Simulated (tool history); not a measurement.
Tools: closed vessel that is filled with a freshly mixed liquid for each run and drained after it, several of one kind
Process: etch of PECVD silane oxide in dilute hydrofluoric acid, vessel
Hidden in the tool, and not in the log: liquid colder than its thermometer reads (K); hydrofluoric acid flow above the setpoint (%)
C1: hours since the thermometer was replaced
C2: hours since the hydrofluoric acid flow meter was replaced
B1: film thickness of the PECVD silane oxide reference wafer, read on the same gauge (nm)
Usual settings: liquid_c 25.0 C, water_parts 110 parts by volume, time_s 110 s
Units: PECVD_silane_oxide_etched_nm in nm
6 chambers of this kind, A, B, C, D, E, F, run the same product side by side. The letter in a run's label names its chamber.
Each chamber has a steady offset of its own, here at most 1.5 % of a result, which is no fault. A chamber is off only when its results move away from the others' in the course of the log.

Run 1F, hour 4.4: usual settings; C1 531.3; C2 599.9; B1 59.986. Result: PECVD_silane_oxide_etched_nm 51.593 nm.
Run 2E, hour 10.5: usual settings; C1 954.4; C2 943.3; B1 59.950. Result: PECVD_silane_oxide_etched_nm 50.583 nm.
Run 3A, hour 19.4: usual settings; C1 550.3; C2 849.2; B1 59.994. Result: PECVD_silane_oxide_etched_nm 51.275 nm.
Run 4C, hour 27.1: usual settings; C1 1828.7; C2 696.6; B1 59.965. Result: PECVD_silane_oxide_etched_nm 50.670 nm.
Run 5B, hour 35.6: usual settings; C1 433.4; C2 1274.0; B1 60.036. Result: PECVD_silane_oxide_etched_nm 50.940 nm.
Run 6D, hour 42.6: usual settings; C1 329.0; C2 156.2; B1 60.015. Result: PECVD_silane_oxide_etched_nm 51.861 nm.
Run 7F, hour 46.9: usual settings but liquid_c 21.0 C, time_s 60 s; C1 573.8; C2 642.4; B1 60.011. Result: PECVD_silane_oxide_etched_nm 24.181 nm.
At hour 48.3: chamber E: thermometer replaced.
Run 8B, hour 52.8: usual settings but liquid_c 21.0 C, time_s 60 s; C1 450.6; C2 1291.2; B1 60.013. Result: PECVD_silane_oxide_etched_nm 23.604 nm.
Run 9E, hour 58.1: usual settings but liquid_c 21.0 C, time_s 60 s; C1 9.9; C2 990.9; B1 60.026. Result: PECVD_silane_oxide_etched_nm 23.629 nm.
Run 10C, hour 65.1: usual settings but liquid_c 21.0 C, time_s 60 s; C1 1866.7; C2 734.6; B1 60.000. Result: PECVD_silane_oxide_etched_nm 23.685 nm.
Run 11A, hour 69.4: usual settings but liquid_c 21.0 C, time_s 60 s; C1 600.3; C2 899.2; B1 59.998. Result: PECVD_silane_oxide_etched_nm 23.967 nm.
Run 12D, hour 75.9: usual settings but liquid_c 21.0 C, time_s 60 s; C1 362.3; C2 189.5; B1 59.986. Result: PECVD_silane_oxide_etched_nm 23.667 nm.
Run 13F, hour 83.6: usual settings; C1 610.5; C2 679.1; B1 59.978. Result: PECVD_silane_oxide_etched_nm 52.265 nm.
Run 14C, hour 89.4: usual settings; C1 1891.0; C2 758.9; B1 60.002. Result: PECVD_silane_oxide_etched_nm 51.790 nm.
Run 15A, hour 97.6: usual settings; C1 628.5; C2 927.4; B1 60.013. Result: PECVD_silane_oxide_etched_nm 52.088 nm.
Run 16D, hour 105.8: usual settings; C1 392.2; C2 219.4; B1 60.000. Result: PECVD_silane_oxide_etched_nm 50.518 nm.
Run 17B, hour 112.7: usual settings; C1 510.5; C2 1351.1; B1 59.979. Result: PECVD_silane_oxide_etched_nm 51.996 nm.
Run 18E, hour 120.4: usual settings; C1 72.2; C2 1053.2; B1 59.994. Result: PECVD_silane_oxide_etched_nm 52.047 nm.
At hour 125.0: chamber F: thermometer replaced.
Run 19A, hour 128.1: usual settings; C1 659.0; C2 957.9; B1 59.968. Result: PECVD_silane_oxide_etched_nm 52.536 nm.
Run 20D, hour 137.0: usual settings but liquid_c 29.5 C, water_parts 155 parts by volume; C1 423.4; C2 250.6; B1 60.005. Result: PECVD_silane_oxide_etched_nm 39.985 nm.
Run 21B, hour 143.6: usual settings but liquid_c 29.5 C, water_parts 155 parts by volume; C1 541.4; C2 1382.0; B1 59.967. Result: PECVD_silane_oxide_etched_nm 41.212 nm.
Run 22F, hour 150.3: usual settings but liquid_c 29.5 C, water_parts 155 parts by volume; C1 25.4; C2 745.8; B1 60.009. Result: PECVD_silane_oxide_etched_nm 41.364 nm.
Run 23C, hour 155.2: usual settings but liquid_c 29.5 C, water_parts 155 parts by volume; C1 1956.8; C2 824.7; B1 59.997. Result: PECVD_silane_oxide_etched_nm 40.424 nm.
Run 24E, hour 163.1: usual settings but liquid_c 29.5 C, water_parts 155 parts by volume; C1 114.9; C2 1095.9; B1 59.978. Result: PECVD_silane_oxide_etched_nm 40.848 nm.
Run 25A, hour 168.6: usual settings but liquid_c 29.5 C, water_parts 155 parts by volume; C1 699.5; C2 998.4; B1 60.005. Result: PECVD_silane_oxide_etched_nm 41.501 nm.
Run 26F, hour 173.7: usual settings; C1 48.8; C2 769.2; B1 59.989. Result: PECVD_silane_oxide_etched_nm 51.942 nm.
Run 27E, hour 179.0: usual settings; C1 130.8; C2 1111.8; B1 60.000. Result: PECVD_silane_oxide_etched_nm 50.979 nm.
Run 28D, hour 183.4: usual settings; C1 469.8; C2 297.0; B1 60.004. Result: PECVD_silane_oxide_etched_nm 49.235 nm.
Run 29C, hour 190.3: usual settings; C1 1991.9; C2 859.8; B1 60.007. Result: PECVD_silane_oxide_etched_nm 50.097 nm.
Run 30B, hour 198.5: usual settings but liquid_c 22.5 C, water_parts 90 parts by volume; C1 596.3; C2 1436.9; B1 60.004. Result: PECVD_silane_oxide_etched_nm 58.173 nm.
Run 31B, hour 205.9: usual settings but liquid_c 22.5 C, water_parts 90 parts by volume; C1 603.7; C2 1444.3; B1 59.972. Result: PECVD_silane_oxide_etched_nm 58.343 nm.
Run 32A, hour 214.1: usual settings but liquid_c 22.5 C, water_parts 90 parts by volume; C1 745.0; C2 1043.9; B1 59.973. Result: PECVD_silane_oxide_etched_nm 60.107 nm.
Run 33E, hour 219.4: usual settings but liquid_c 22.5 C, water_parts 90 parts by volume; C1 171.2; C2 1152.2; B1 60.015. Result: PECVD_silane_oxide_etched_nm 57.224 nm.
Run 34C, hour 224.9: usual settings but liquid_c 22.5 C, water_parts 90 parts by volume; C1 2026.5; C2 894.4; B1 60.006. Result: PECVD_silane_oxide_etched_nm 56.766 nm.
Run 35D, hour 232.3: usual settings but liquid_c 22.5 C, water_parts 90 parts by volume; C1 518.7; C2 345.9; B1 60.043. Result: PECVD_silane_oxide_etched_nm 55.789 nm.
Run 36F, hour 237.9: usual settings; C1 113.0; C2 833.4; B1 60.013. Result: PECVD_silane_oxide_etched_nm 52.157 nm.
Run 37F, hour 245.2: usual settings; C1 120.3; C2 840.7; B1 59.987. Result: PECVD_silane_oxide_etched_nm 51.166 nm.
Run 38A, hour 252.3: usual settings but water_parts 80 parts by volume, time_s 65 s; C1 783.2; C2 1082.1; B1 59.994. Result: PECVD_silane_oxide_etched_nm 43.646 nm.
Run 39D, hour 259.8: usual settings but water_parts 80 parts by volume, time_s 65 s; C1 546.2; C2 373.4; B1 60.022. Result: PECVD_silane_oxide_etched_nm 41.097 nm.
Run 40B, hour 269.0: usual settings but water_parts 80 parts by volume, time_s 65 s; C1 666.8; C2 1507.4; B1 59.992. Result: PECVD_silane_oxide_etched_nm 43.431 nm.

All 6 chambers run these settings next. Forecast each chamber's results:
Run 41A, hour 275.8: usual settings. Result: PECVD_silane_oxide_etched_nm ?.
Run 41B, hour 275.8: usual settings. Result: PECVD_silane_oxide_etched_nm ?.
Run 41C, hour 275.8: usual settings. Result: PECVD_silane_oxide_etched_nm ?.
Run 41D, hour 275.8: usual settings. Result: PECVD_silane_oxide_etched_nm ?.
Run 41E, hour 275.8: usual settings. Result: PECVD_silane_oxide_etched_nm ?.
Run 41F, hour 275.8: usual settings. Result: PECVD_silane_oxide_etched_nm ?.

run  PECVD_silane_oxide_etched_nm
41A                        52.299
41B                        51.871
41C                        50.990
41D                        48.608
41E                        50.768
41F                        51.487

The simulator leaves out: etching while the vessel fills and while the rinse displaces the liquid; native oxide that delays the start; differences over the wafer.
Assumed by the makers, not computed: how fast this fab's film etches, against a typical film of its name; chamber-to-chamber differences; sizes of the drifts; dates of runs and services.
